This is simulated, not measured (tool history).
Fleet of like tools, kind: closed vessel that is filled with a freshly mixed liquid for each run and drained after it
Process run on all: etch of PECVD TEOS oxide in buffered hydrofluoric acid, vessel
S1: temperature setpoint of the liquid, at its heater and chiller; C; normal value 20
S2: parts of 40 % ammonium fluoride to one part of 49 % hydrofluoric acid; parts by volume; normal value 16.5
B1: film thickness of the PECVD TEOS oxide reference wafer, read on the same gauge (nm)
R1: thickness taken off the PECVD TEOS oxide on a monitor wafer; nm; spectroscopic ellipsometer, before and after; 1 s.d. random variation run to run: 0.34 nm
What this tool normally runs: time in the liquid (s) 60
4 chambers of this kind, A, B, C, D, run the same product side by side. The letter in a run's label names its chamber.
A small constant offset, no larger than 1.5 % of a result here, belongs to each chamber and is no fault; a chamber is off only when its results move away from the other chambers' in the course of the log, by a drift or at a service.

run 1C hour=4.4 | S1=20 S2=16.5 time_in_the_liquid_(s)=60 | B1=120.02 | R1=79.838
run 2D hour=7.2 | S1=20 S2=16.5 time_in_the_liquid_(s)=60 | B1=120.01 | R1=80.087
run 3A hour=9.8 | S1=20 S2=16.5 time_in_the_liquid_(s)=60 | B1=119.99 | R1=79.362
run 4B hour=12.3 | S1=20 S2=16.5 time_in_the_liquid_(s)=60 | B1=119.98 | R1=80.765
run 5A hour=17.5 | S1=20 S2=16.5 time_in_the_liquid_(s)=60 | B1=120.01 | R1=78.627
run 6D hour=21.2 | S1=20 S2=16.5 time_in_the_liquid_(s)=60 | B1=120.05 | R1=80.418
run 7B hour=26.6 | S1=20 S2=16.5 time_in_the_liquid_(s)=60 | B1=120.05 | R1=80.821
run 8C hour=32.1 | S1=20 S2=16.5 time_in_the_liquid_(s)=60 | B1=120.02 | R1=78.921
run 9B hour=37.3 | S1=21.5 S2=10.5 time_in_the_liquid_(s)=60 | B1=120.01 | R1=136.15
run 10A hour=40.6 | S1=21.5 S2=10.5 time_in_the_liquid_(s)=60 | B1=120.03 | R1=132.44
run 11C hour=46.3 | S1=21.5 S2=10.5 time_in_the_liquid_(s)=60 | B1=120 | R1=133.49
run 12D hour=51.6 | S1=21.5 S2=10.5 time_in_the_liquid_(s)=60 | B1=119.98 | R1=136.75
run 13D hour=55.1 | S1=20 S2=16.5 time_in_the_liquid_(s)=60 | B1=119.99 | R1=80.639
run 14B hour=60.4 | S1=20 S2=16.5 time_in_the_liquid_(s)=60 | B1=120.01 | R1=81.165
run 15A hour=65.7 | S1=20 S2=16.5 time_in_the_liquid_(s)=60 | B1=119.96 | R1=79.154
run 16C hour=68.6 | S1=20 S2=16.5 time_in_the_liquid_(s)=60 | B1=119.98 | R1=79.612
run 17A hour=71.8 | S1=20 S2=16.5 time_in_the_liquid_(s)=60 | B1=119.98 | R1=79.584
run 18B hour=75.7 | S1=20 S2=16.5 time_in_the_liquid_(s)=30 | B1=120.01 | R1=40.85
run 19C hour=78.6 | S1=20 S2=16.5 time_in_the_liquid_(s)=30 | B1=119.97 | R1=39.808
run 20D hour=83.6 | S1=20 S2=16.5 time_in_the_liquid_(s)=30 | B1=120.01 | R1=40.376
run 21B hour=88.5 | S1=20 S2=16.5 time_in_the_liquid_(s)=30 | B1=120.04 | R1=41.092
run 22A hour=91.7 | S1=20 S2=16.5 time_in_the_liquid_(s)=60 | B1=120.02 | R1=79.587
run 23C hour=96.9 | S1=20 S2=16.5 time_in_the_liquid_(s)=60 | B1=120.01 | R1=79.861
run 24D hour=101 | S1=20 S2=19 time_in_the_liquid_(s)=40 | B1=120 | R1=46.511
run 25A hour=105.6 | S1=20 S2=19 time_in_the_liquid_(s)=40 | B1=120.01 | R1=46.023
run 26B hour=111.3 | S1=20 S2=19 time_in_the_liquid_(s)=40 | B1=119.99 | R1=47.998
run 27C hour=114.5 | S1=20 S2=19 time_in_the_liquid_(s)=40 | B1=120 | R1=46.371
run 28D hour=118.6 | S1=20 S2=16.5 time_in_the_liquid_(s)=60 | B1=120.04 | R1=80.807
run 29C hour=123.7 | S1=17 S2=19.5 time_in_the_liquid_(s)=60 | B1=119.98 | R1=56.555
run 30A hour=127.5 | S1=17 S2=19.5 time_in_the_liquid_(s)=60 | B1=119.99 | R1=56.887
run 31B hour=132 | S1=17 S2=19.5 time_in_the_liquid_(s)=60 | B1=120.01 | R1=60.172
run 32D hour=137.1 | S1=17 S2=19.5 time_in_the_liquid_(s)=60 | B1=120.01 | R1=57.453
run 33D hour=141.3 | S1=20 S2=16.5 time_in_the_liquid_(s)=60 | B1=120 | R1=80.064

Next, all 4 chambers run the settings below, one line each with question marks for the results. What does each chamber give?
run 34A hour=145.4 | S1=20 S2=21.5 time_in_the_liquid_(s)=60 | R1=?
run 34B hour=145.4 | S1=20 S2=21.5 time_in_the_liquid_(s)=60 | R1=?
run 34C hour=145.4 | S1=20 S2=21.5 time_in_the_liquid_(s)=60 | R1=?
run 34D hour=145.4 | S1=20 S2=21.5 time_in_the_liquid_(s)=60 | R1=?

run=34A R1=62.612
run=34B R1=66.159
run=34C R1=62.562
run=34D R1=63.143
